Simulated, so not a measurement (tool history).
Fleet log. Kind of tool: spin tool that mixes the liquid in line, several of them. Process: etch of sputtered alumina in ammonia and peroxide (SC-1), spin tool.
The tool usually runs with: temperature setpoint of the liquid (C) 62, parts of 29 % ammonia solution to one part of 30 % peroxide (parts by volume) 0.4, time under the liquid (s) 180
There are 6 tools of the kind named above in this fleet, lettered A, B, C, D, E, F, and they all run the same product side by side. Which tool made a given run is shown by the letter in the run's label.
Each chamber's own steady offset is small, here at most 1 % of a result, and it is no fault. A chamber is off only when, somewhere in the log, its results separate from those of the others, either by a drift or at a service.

| run | day | temperature setpoint of the liquid (C) | parts of 29 % ammonia solution to one part of 30 % peroxide (parts by volume) | time under the liquid (s) | hours since the thermometer was replaced | hours since the ammonia flow meter was replaced | hours since the heated supply line was repaired | hours since the drum of ammonia solution was connected | read-back film thickness of the sputtered alumina reference wafer, read on the same gauge (nm) | thickness taken off the sputtered alumina on a monitor wafer (Å) |
|---|---|---|---|---|---|---|---|---|---|---|
| 1F | 0.279 | 62 | 0.4 | 180 | 289.5 | 660.2 | 630.8 | 146.5 | 80.002 | 185.58 |
| 2E | 0.7 | 62 | 0.4 | 180 | 600.3 | 1496.7 | 1063.6 | 830.8 | 80.034 | 181.35 |
| 3D | 1.108 | 62 | 0.4 | 180 | 2155.2 | 359.3 | 102.6 | 62 | 80 | 183.71 |
| 4C | 1.446 | 62 | 0.4 | 180 | 168 | 168.1 | 292.4 | 99.2 | 80.005 | 183.28 |
| 5A | 1.692 | 62 | 0.4 | 180 | 1312.7 | 904.1 | 1354 | 135 | 79.993 | 181.73 |
| 6B | 2.033 | 62 | 0.4 | 180 | 858.2 | 997.1 | 1674.8 | 520.7 | 79.997 | 183.48 |
|  | 2.175 | chamber B: new drum of ammonia solution connected |
| 7E | 2.233 | 62 | 0.4 | 180 | 637.1 | 1533.5 | 1100.4 | 867.6 | 80.017 | 179.87 |
| 8C | 2.642 | 62 | 0.4 | 180 | 196.7 | 196.8 | 321.1 | 127.9 | 80.024 | 181.71 |
| 9B | 2.962 | 62 | 0.4 | 180 | 880.5 | 1019.4 | 1697.1 | 19 | 80.012 | 185.38 |
| 10A | 3.171 | 62 | 0.4 | 180 | 1348.2 | 939.6 | 1389.5 | 170.5 | 79.979 | 182.47 |
|  | 3.196 | chamber E: thermometer replaced |
| 11F | 3.458 | 62 | 0.45 | 180 | 365.8 | 736.5 | 707.1 | 222.8 | 80.017 | 184 |
| 12D | 3.704 | 62 | 0.45 | 180 | 2217.5 | 421.6 | 164.9 | 124.3 | 80.018 | 187.52 |
| 13B | 4.1 | 62 | 0.45 | 180 | 907.8 | 1046.7 | 1724.4 | 46.3 | 80.015 | 185.91 |
| 14A | 4.425 | 62 | 0.45 | 180 | 1378.3 | 969.7 | 1419.6 | 200.6 | 79.984 | 182.97 |
| 15E | 4.812 | 62 | 0.45 | 180 | 38.9 | 1595.4 | 1162.3 | 929.5 | 79.993 | 183.4 |
| 16F | 5.021 | 62 | 0.45 | 180 | 403.3 | 774 | 744.6 | 260.3 | 79.963 | 186.62 |
| 17C | 5.346 | 62 | 0.4 | 180 | 261.6 | 261.7 | 386 | 192.8 | 80.003 | 183.72 |
| 18D | 5.562 | 62 | 0.4 | 180 | 2262.1 | 466.2 | 209.5 | 168.9 | 80.013 | 183.65 |
| 19C | 5.771 | 62 | 0.4 | 180 | 271.8 | 271.9 | 396.2 | 203 | 79.96 | 181.94 |
| 20D | 6.217 | 62 | 0.4 | 180 | 2277.8 | 481.9 | 225.2 | 184.6 | 79.98 | 181.67 |
| 21E | 6.421 | 62 | 0.4 | 180 | 77.5 | 1634 | 1200.9 | 968.1 | 80.044 | 182.48 |
| 22A | 6.625 | 62 | 0.4 | 180 | 1431.1 | 1022.5 | 1472.4 | 253.4 | 80.001 | 182.95 |
| 23B | 6.875 | 62 | 0.4 | 180 | 974.4 | 1113.3 | 1791 | 112.9 | 80.005 | 182.18 |
|  | 6.925 | chamber B: ammonia flow meter replaced |
| 24F | 7.229 | 62 | 0.4 | 180 | 456.3 | 827 | 797.6 | 313.3 | 79.983 | 179.63 |
| 25A | 7.583 | 62 | 0.4 | 180 | 1454.1 | 1045.5 | 1495.4 | 276.4 | 79.99 | 180.66 |
|  | 7.829 | chamber A: new drum of ammonia solution connected |
| 26C | 7.962 | 62 | 0.4 | 180 | 324.4 | 324.5 | 448.8 | 255.6 | 79.967 | 183.48 |
| 27D | 8.162 | 62 | 0.4 | 180 | 2324.5 | 528.6 | 271.9 | 231.3 | 80.003 | 181.18 |
|  | 8.571 | chamber A: thermometer replaced |
| 28E | 8.571 | 62 | 0.25 | 180 | 129.1 | 1685.6 | 1252.5 | 1019.7 | 79.977 | 174.41 |
| 29F | 8.967 | 62 | 0.25 | 180 | 498 | 868.7 | 839.3 | 355 | 80.028 | 172.09 |
|  | 8.988 | chamber A: ammonia flow meter replaced |
| 30B | 9.208 | 62 | 0.25 | 180 | 1030.4 | 54.9 | 1847 | 168.9 | 79.978 | 173.57 |
| 31A | 9.621 | 62 | 0.25 | 180 | 25.3 | 15.2 | 1544.3 | 43.1 | 80.014 | 174.15 |
| 32B | 9.854 | 62 | 0.25 | 180 | 1045.9 | 70.4 | 1862.5 | 184.4 | 80 | 174.69 |
| 33C | 10.296 | 62 | 0.25 | 180 | 380.4 | 380.5 | 504.8 | 311.6 | 80.006 | 176.63 |
| 34F | 10.642 | 62 | 0.4 | 180 | 538.2 | 908.9 | 879.5 | 395.2 | 79.997 | 176.61 |
|  | 11 | chamber E: new drum of ammonia solution connected |
| 35E | 11.033 | 62 | 0.4 | 180 | 188.2 | 1744.7 | 1311.6 | 0.9 | 80.031 | 181.84 |
| 36D | 11.321 | 62 | 0.4 | 180 | 2400.3 | 604.4 | 347.7 | 307.1 | 80.009 | 182.29 |
| 37F | 11.55 | 62 | 0.4 | 180 | 560 | 930.7 | 901.3 | 417 | 80.02 | 174.89 |
| 38B | 11.896 | 62 | 0.4 | 180 | 1094.9 | 119.4 | 1911.5 | 233.4 | 79.994 | 183.21 |
| 39C | 12.175 | 62 | 0.4 | 180 | 425.5 | 425.6 | 549.9 | 356.7 | 79.991 | 183.08 |
| 40D | 12.504 | 62 | 0.4 | 180 | 2428.7 | 632.8 | 376.1 | 335.5 | 80.019 | 182.2 |

Each of the 6 chambers runs these same settings next. Fill in every chamber's results:
| 41A | 12.825 | 62 | 0.4 | 180 |  |  |  |  |  | ? |
| 41B | 12.825 | 62 | 0.4 | 180 |  |  |  |  |  | ? |
| 41C | 12.825 | 62 | 0.4 | 180 |  |  |  |  |  | ? |
| 41D | 12.825 | 62 | 0.4 | 180 |  |  |  |  |  | ? |
| 41E | 12.825 | 62 | 0.4 | 180 |  |  |  |  |  | ? |
| 41F | 12.825 | 62 | 0.4 | 180 |  |  |  |  |  | ? |

| run | thickness taken off the sputtered alumina on a monitor wafer (Å) |
|---|---|
| 41A | 180.11 |
| 41B | 184.2 |
| 41C | 183.1 |
| 41D | 184 |
| 41E | 181.66 |
| 41F | 174.16 |

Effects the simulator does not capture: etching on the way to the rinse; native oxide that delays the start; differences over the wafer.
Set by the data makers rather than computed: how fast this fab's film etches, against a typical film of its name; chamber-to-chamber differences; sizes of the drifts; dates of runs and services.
